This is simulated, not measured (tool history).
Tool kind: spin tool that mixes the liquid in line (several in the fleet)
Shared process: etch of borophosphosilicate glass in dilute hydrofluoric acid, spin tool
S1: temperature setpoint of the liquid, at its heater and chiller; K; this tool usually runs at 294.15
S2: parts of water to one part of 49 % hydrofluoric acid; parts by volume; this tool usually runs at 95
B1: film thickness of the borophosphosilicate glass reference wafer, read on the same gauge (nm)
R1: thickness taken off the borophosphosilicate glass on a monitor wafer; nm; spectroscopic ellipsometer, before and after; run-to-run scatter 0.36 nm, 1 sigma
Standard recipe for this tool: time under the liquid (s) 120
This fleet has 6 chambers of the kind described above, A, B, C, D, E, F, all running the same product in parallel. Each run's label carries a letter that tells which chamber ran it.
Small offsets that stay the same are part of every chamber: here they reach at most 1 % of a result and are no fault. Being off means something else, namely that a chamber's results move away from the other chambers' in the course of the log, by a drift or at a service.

{"run": "1F", "day": 0.221, "S1": 294.15, "S2": 95, "time under the liquid (s)": 120, "B1": 39.944, "R1": 52.163}
{"run": "2A", "day": 0.55, "S1": 294.15, "S2": 95, "time under the liquid (s)": 120, "B1": 40.037, "R1": 51.592}
{"run": "3D", "day": 0.862, "S1": 294.15, "S2": 95, "time under the liquid (s)": 120, "B1": 40.015, "R1": 51.225}
{"run": "4B", "day": 1.079, "S1": 294.15, "S2": 95, "time under the liquid (s)": 120, "B1": 39.978, "R1": 51.031}
{"run": "5C", "day": 1.321, "S1": 294.15, "S2": 95, "time under the liquid (s)": 120, "B1": 40.0, "R1": 51.405}
{"run": "6E", "day": 1.612, "S1": 294.15, "S2": 95, "time under the liquid (s)": 120, "B1": 40.049, "R1": 50.868}
{"run": "7A", "day": 1.925, "S1": 294.15, "S2": 95, "time under the liquid (s)": 120, "B1": 40.025, "R1": 51.482}
{"run": "8D", "day": 2.129, "S1": 294.15, "S2": 95, "time under the liquid (s)": 120, "B1": 40.043, "R1": 52.146}
{"run": "9E", "day": 2.417, "S1": 294.15, "S2": 95, "time under the liquid (s)": 120, "B1": 39.999, "R1": 52.132}
{"run": "10C", "day": 2.721, "S1": 294.15, "S2": 95, "time under the liquid (s)": 120, "B1": 39.977, "R1": 51.791}
{"run": "11F", "day": 3.042, "S1": 294.15, "S2": 95, "time under the liquid (s)": 120, "B1": 39.934, "R1": 51.328}
{"run": "12B", "day": 3.362, "S1": 294.15, "S2": 95, "time under the liquid (s)": 120, "B1": 40.0, "R1": 51.833}
{"run": "13C", "day": 3.521, "S1": 294.15, "S2": 95, "time under the liquid (s)": 100, "B1": 39.974, "R1": 42.807}
{"run": "14F", "day": 3.762, "S1": 294.15, "S2": 95, "time under the liquid (s)": 100, "B1": 40.03, "R1": 43.896}
{"run": "15D", "day": 3.988, "S1": 294.15, "S2": 95, "time under the liquid (s)": 100, "B1": 39.98, "R1": 42.412}
{"run": "16A", "day": 4.192, "S1": 294.15, "S2": 95, "time under the liquid (s)": 100, "B1": 40.041, "R1": 43.141}
{"run": "17E", "day": 4.433, "S1": 294.15, "S2": 95, "time under the liquid (s)": 100, "B1": 39.986, "R1": 43.215}
{"run": "18B", "day": 4.754, "S1": 294.15, "S2": 95, "time under the liquid (s)": 100, "B1": 39.991, "R1": 43.359}
{"run": "19A", "day": 4.996, "S1": 294.15, "S2": 95, "time under the liquid (s)": 120, "B1": 40.008, "R1": 51.551}
{"run": "20D", "day": 5.25, "S1": 294.15, "S2": 95, "time under the liquid (s)": 120, "B1": 39.971, "R1": 51.209}
{"run": "21B", "day": 5.433, "S1": 294.15, "S2": 95, "time under the liquid (s)": 120, "B1": 40.006, "R1": 51.07}
{"run": "22E", "day": 5.588, "S1": 294.15, "S2": 95, "time under the liquid (s)": 120, "B1": 40.036, "R1": 51.307}
{"day": 5.742, "done": "chamber E: hydrofluoric acid flow meter replaced"}
{"run": "23C", "day": 5.896, "S1": 294.15, "S2": 95, "time under the liquid (s)": 120, "B1": 39.959, "R1": 51.818}
{"run": "24F", "day": 6.046, "S1": 294.15, "S2": 95, "time under the liquid (s)": 120, "B1": 39.983, "R1": 51.805}
{"run": "25D", "day": 6.338, "S1": 294.15, "S2": 95, "time under the liquid (s)": 120, "B1": 40.007, "R1": 50.655}
{"run": "26A", "day": 6.642, "S1": 294.15, "S2": 120, "time under the liquid (s)": 120, "B1": 40.036, "R1": 39.443}
{"run": "27E", "day": 6.921, "S1": 294.15, "S2": 120, "time under the liquid (s)": 120, "B1": 39.991, "R1": 39.841}
{"run": "28B", "day": 7.092, "S1": 294.15, "S2": 120, "time under the liquid (s)": 120, "B1": 40.001, "R1": 39.609}
{"run": "29F", "day": 7.308, "S1": 294.15, "S2": 120, "time under the liquid (s)": 120, "B1": 39.984, "R1": 40.284}
{"run": "30C", "day": 7.488, "S1": 294.15, "S2": 120, "time under the liquid (s)": 120, "B1": 39.969, "R1": 40.124}
{"run": "31D", "day": 7.7, "S1": 294.15, "S2": 120, "time under the liquid (s)": 120, "B1": 39.941, "R1": 39.172}
{"run": "32E", "day": 7.95, "S1": 294.15, "S2": 65, "time under the liquid (s)": 120, "B1": 40.035, "R1": 78.458}
{"run": "33A", "day": 8.25, "S1": 294.15, "S2": 65, "time under the liquid (s)": 120, "B1": 40.014, "R1": 76.843}
{"day": 8.408, "done": "chamber D: hydrofluoric acid flow meter replaced"}
{"run": "34F", "day": 8.558, "S1": 294.15, "S2": 65, "time under the liquid (s)": 120, "B1": 40.017, "R1": 78.466}
{"run": "35B", "day": 8.796, "S1": 294.15, "S2": 65, "time under the liquid (s)": 120, "B1": 39.971, "R1": 78.526}
{"run": "36C", "day": 9.096, "S1": 294.15, "S2": 65, "time under the liquid (s)": 120, "B1": 40.023, "R1": 77.396}
{"run": "37D", "day": 9.321, "S1": 294.15, "S2": 65, "time under the liquid (s)": 120, "B1": 39.981, "R1": 76.766}
{"run": "38B", "day": 9.583, "S1": 294.15, "S2": 95, "time under the liquid (s)": 120, "B1": 40.054, "R1": 51.474}
{"run": "39E", "day": 9.879, "S1": 294.15, "S2": 95, "time under the liquid (s)": 120, "B1": 39.977, "R1": 51.539}
{"run": "40A", "day": 10.158, "S1": 294.15, "S2": 95, "time under the liquid (s)": 120, "B1": 39.985, "R1": 51.173}
{"run": "41F", "day": 10.325, "S1": 294.15, "S2": 95, "time under the liquid (s)": 120, "B1": 40.018, "R1": 51.659}

Each of the 6 chambers runs these same settings next. Fill in every chamber's results:
{"run": "42A", "day": 10.562, "S1": 294.15, "S2": 95, "time under the liquid (s)": 120, "R1": "?"}
{"run": "42B", "day": 10.562, "S1": 294.15, "S2": 95, "time under the liquid (s)": 120, "R1": "?"}
{"run": "42C", "day": 10.562, "S1": 294.15, "S2": 95, "time under the liquid (s)": 120, "R1": "?"}
{"run": "42D", "day": 10.562, "S1": 294.15, "S2": 95, "time under the liquid (s)": 120, "R1": "?"}
{"run": "42E", "day": 10.562, "S1": 294.15, "S2": 95, "time under the liquid (s)": 120, "R1": "?"}
{"run": "42F", "day": 10.562, "S1": 294.15, "S2": 95, "time under the liquid (s)": 120, "R1": "?"}

run=42A R1=52.111
run=42B R1=51.604
run=42C R1=51.927
run=42D R1=50.935
run=42E R1=51.510
run=42F R1=51.558

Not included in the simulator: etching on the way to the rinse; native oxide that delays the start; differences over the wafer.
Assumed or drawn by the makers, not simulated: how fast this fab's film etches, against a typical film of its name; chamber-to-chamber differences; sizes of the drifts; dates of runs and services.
